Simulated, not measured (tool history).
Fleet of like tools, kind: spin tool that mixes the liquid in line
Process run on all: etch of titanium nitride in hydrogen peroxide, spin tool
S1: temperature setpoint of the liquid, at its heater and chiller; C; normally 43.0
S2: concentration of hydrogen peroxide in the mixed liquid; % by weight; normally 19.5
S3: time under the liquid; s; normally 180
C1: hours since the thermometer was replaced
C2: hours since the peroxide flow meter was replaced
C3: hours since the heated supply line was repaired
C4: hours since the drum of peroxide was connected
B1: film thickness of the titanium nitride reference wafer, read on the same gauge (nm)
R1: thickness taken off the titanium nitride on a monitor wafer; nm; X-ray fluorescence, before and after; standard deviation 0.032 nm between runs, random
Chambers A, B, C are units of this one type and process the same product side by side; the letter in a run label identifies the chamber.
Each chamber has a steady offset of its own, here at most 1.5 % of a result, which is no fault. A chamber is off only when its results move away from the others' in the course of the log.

{"run": "1A", "hour": 5.0, "S1": 43.0, "S2": 19.5, "S3": 180, "C1": 1751.4, "C2": 860.7, "C3": 266.1, "C4": 453.1, "B1": 100.0, "R1": 2.7394}
{"run": "2B", "hour": 8.5, "S1": 43.0, "S2": 19.5, "S3": 180, "C1": 831.3, "C2": 95.0, "C3": 858.6, "C4": 730.4, "B1": 100.02, "R1": 2.5233}
{"run": "3C", "hour": 12.8, "S1": 43.0, "S2": 19.5, "S3": 180, "C1": 1370.5, "C2": 224.0, "C3": 894.2, "C4": 113.4, "B1": 99.982, "R1": 2.6409}
{"run": "4B", "hour": 16.5, "S1": 43.0, "S2": 19.5, "S3": 180, "C1": 839.3, "C2": 103.0, "C3": 866.6, "C4": 738.4, "B1": 99.996, "R1": 2.5726}
{"run": "5C", "hour": 23.3, "S1": 43.0, "S2": 19.5, "S3": 180, "C1": 1381.0, "C2": 234.5, "C3": 904.7, "C4": 123.9, "B1": 99.995, "R1": 2.6075}
{"run": "6A", "hour": 29.5, "S1": 43.0, "S2": 19.5, "S3": 180, "C1": 1775.9, "C2": 885.2, "C3": 290.6, "C4": 477.6, "B1": 100.01, "R1": 2.6784}
{"run": "7C", "hour": 36.0, "S1": 43.0, "S2": 19.5, "S3": 180, "C1": 1393.7, "C2": 247.2, "C3": 917.4, "C4": 136.6, "B1": 99.987, "R1": 2.6554}
{"run": "8B", "hour": 40.5, "S1": 43.0, "S2": 19.5, "S3": 180, "C1": 863.3, "C2": 127.0, "C3": 890.6, "C4": 762.4, "B1": 100.0, "R1": 2.5563}
{"run": "9A", "hour": 43.9, "S1": 43.0, "S2": 19.5, "S3": 180, "C1": 1790.3, "C2": 899.6, "C3": 305.0, "C4": 492.0, "B1": 100.01, "R1": 2.7531}
{"run": "10C", "hour": 47.0, "S1": 43.0, "S2": 19.5, "S3": 180, "C1": 1404.7, "C2": 258.2, "C3": 928.4, "C4": 147.6, "B1": 100.02, "R1": 2.6169}
{"run": "11B", "hour": 52.6, "S1": 43.0, "S2": 19.5, "S3": 180, "C1": 875.4, "C2": 139.1, "C3": 902.7, "C4": 774.5, "B1": 100.01, "R1": 2.6332}
{"run": "12A", "hour": 57.9, "S1": 43.0, "S2": 19.5, "S3": 180, "C1": 1804.3, "C2": 913.6, "C3": 319.0, "C4": 506.0, "B1": 99.992, "R1": 2.7577}
{"run": "13B", "hour": 61.1, "S1": 43.0, "S2": 19.5, "S3": 180, "C1": 883.9, "C2": 147.6, "C3": 911.2, "C4": 783.0, "B1": 100.01, "R1": 2.5789}
{"run": "14A", "hour": 67.0, "S1": 43.0, "S2": 19.5, "S3": 180, "C1": 1813.4, "C2": 922.7, "C3": 328.1, "C4": 515.1, "B1": 99.995, "R1": 2.7526}
{"run": "15C", "hour": 70.9, "S1": 43.0, "S2": 19.5, "S3": 180, "C1": 1428.6, "C2": 282.1, "C3": 952.3, "C4": 171.5, "B1": 100.0, "R1": 2.6822}
{"run": "16C", "hour": 75.6, "S1": 43.0, "S2": 19.5, "S3": 180, "C1": 1433.3, "C2": 286.8, "C3": 957.0, "C4": 176.2, "B1": 99.987, "R1": 2.671}
{"run": "17B", "hour": 82.2, "S1": 43.0, "S2": 19.5, "S3": 180, "C1": 905.0, "C2": 168.7, "C3": 932.3, "C4": 804.1, "B1": 99.99, "R1": 2.6426}
{"run": "18A", "hour": 89.0, "S1": 37.5, "S2": 19.5, "S3": 285, "C1": 1835.4, "C2": 944.7, "C3": 350.1, "C4": 537.1, "B1": 100.03, "R1": 3.0122}
{"run": "19A", "hour": 92.6, "S1": 37.5, "S2": 19.5, "S3": 285, "C1": 1839.0, "C2": 948.3, "C3": 353.7, "C4": 540.7, "B1": 99.997, "R1": 3.0202}
{"run": "20C", "hour": 95.8, "S1": 37.5, "S2": 19.5, "S3": 285, "C1": 1453.5, "C2": 307.0, "C3": 977.2, "C4": 196.4, "B1": 100.0, "R1": 2.7732}
{"run": "21B", "hour": 99.6, "S1": 43.0, "S2": 22.0, "S3": 180, "C1": 922.4, "C2": 186.1, "C3": 949.7, "C4": 821.5, "B1": 99.996, "R1": 2.743}
{"run": "22C", "hour": 104.5, "S1": 43.0, "S2": 22.0, "S3": 180, "C1": 1462.2, "C2": 315.7, "C3": 985.9, "C4": 205.1, "B1": 100.01, "R1": 2.714}
{"run": "23A", "hour": 111.5, "S1": 43.0, "S2": 22.0, "S3": 180, "C1": 1857.9, "C2": 967.2, "C3": 372.6, "C4": 559.6, "B1": 100.0, "R1": 2.9614}
{"run": "24B", "hour": 115.3, "S1": 43.0, "S2": 19.5, "S3": 180, "C1": 938.1, "C2": 201.8, "C3": 965.4, "C4": 837.2, "B1": 100.0, "R1": 2.6233}
{"run": "25A", "hour": 121.8, "S1": 38.5, "S2": 19.5, "S3": 180, "C1": 1868.2, "C2": 977.5, "C3": 382.9, "C4": 569.9, "B1": 99.993, "R1": 2.049}
{"run": "26C", "hour": 128.7, "S1": 38.5, "S2": 19.5, "S3": 180, "C1": 1486.4, "C2": 339.9, "C3": 1010.1, "C4": 229.3, "B1": 100.01, "R1": 1.8949}
{"run": "27B", "hour": 134.9, "S1": 38.5, "S2": 19.5, "S3": 180, "C1": 957.7, "C2": 221.4, "C3": 985.0, "C4": 856.8, "B1": 100.01, "R1": 1.8582}
{"run": "28B", "hour": 139.3, "S1": 43.0, "S2": 19.5, "S3": 180, "C1": 962.1, "C2": 225.8, "C3": 989.4, "C4": 861.2, "B1": 99.993, "R1": 2.6252}
{"run": "29A", "hour": 146.2, "S1": 43.0, "S2": 19.5, "S3": 180, "C1": 1892.6, "C2": 1001.9, "C3": 407.3, "C4": 594.3, "B1": 99.997, "R1": 3.0395}
{"run": "30C", "hour": 151.3, "S1": 52.0, "S2": 19.5, "S3": 180, "C1": 1509.0, "C2": 362.5, "C3": 1032.7, "C4": 251.9, "B1": 100.0, "R1": 5.301}
{"run": "31A", "hour": 155.9, "S1": 52.0, "S2": 19.5, "S3": 180, "C1": 1902.3, "C2": 1011.6, "C3": 417.0, "C4": 604.0, "B1": 100.01, "R1": 5.841}
{"run": "32B", "hour": 161.8, "S1": 52.0, "S2": 19.5, "S3": 180, "C1": 984.6, "C2": 248.3, "C3": 1011.9, "C4": 883.7, "B1": 100.01, "R1": 5.098}
{"run": "33C", "hour": 165.9, "S1": 43.0, "S2": 19.5, "S3": 180, "C1": 1523.6, "C2": 377.1, "C3": 1047.3, "C4": 266.5, "B1": 99.984, "R1": 2.7352}
{"run": "34A", "hour": 172.9, "S1": 43.0, "S2": 19.5, "S3": 180, "C1": 1919.3, "C2": 1028.6, "C3": 434.0, "C4": 621.0, "B1": 100.02, "R1": 3.1244}
{"run": "35B", "hour": 177.0, "S1": 50.5, "S2": 19.5, "S3": 240, "C1": 999.8, "C2": 263.5, "C3": 1027.1, "C4": 898.9, "B1": 100.01, "R1": 6.0263}
{"run": "36C", "hour": 180.8, "S1": 50.5, "S2": 19.5, "S3": 240, "C1": 1538.5, "C2": 392.0, "C3": 1062.2, "C4": 281.4, "B1": 99.991, "R1": 6.3558}
{"run": "37B", "hour": 185.3, "S1": 50.5, "S2": 19.5, "S3": 240, "C1": 1008.1, "C2": 271.8, "C3": 1035.4, "C4": 907.2, "B1": 100.0, "R1": 6.174}
{"run": "38A", "hour": 189.9, "S1": 43.0, "S2": 19.5, "S3": 180, "C1": 1936.3, "C2": 1045.6, "C3": 451.0, "C4": 638.0, "B1": 100.0, "R1": 3.127}

Decide between three cases: one chamber stands off from its peers, the gauge reading all wafers drifts, or nothing is wrong past each chamber's small offset. Where a chamber is off, say which and what most likely put it there.

Little by little, chamber A moves away from the other chambers.
What lies behind it: liquid hotter than its thermometer reads (K) = 2.34.

Which of the 4 candidates below, each the usual settings with something changed and its results left as question marks, puts chamber A back in line with what the other chambers give on the usual settings?
In line means no further than this from the other chambers' mean on the usual settings: R1 0.1100 nm
{"run": "39A-1", "hour": 195.0, "S1": 41.5, "S2": 19.5, "S3": 165, "R1": "?"}
{"run": "39A-2", "hour": 195.0, "S1": 40.5, "S2": 19.5, "S3": 155, "R1": "?"}
{"run": "39A-3", "hour": 195.0, "S1": 44.5, "S2": 19.5, "S3": 195, "R1": "?"}
{"run": "39A-4", "hour": 195.0, "S1": 43.0, "S2": 19.5, "S3": 250, "R1": "?"}

Other chambers, usual settings, mean: R1 2.6363 nm
run=39A-1 R1=2.6019
run=39A-2 R1=2.2686
run=39A-3 R1=3.8350
run=39A-4 R1=4.4065
39A-1 brings the chamber back in line.

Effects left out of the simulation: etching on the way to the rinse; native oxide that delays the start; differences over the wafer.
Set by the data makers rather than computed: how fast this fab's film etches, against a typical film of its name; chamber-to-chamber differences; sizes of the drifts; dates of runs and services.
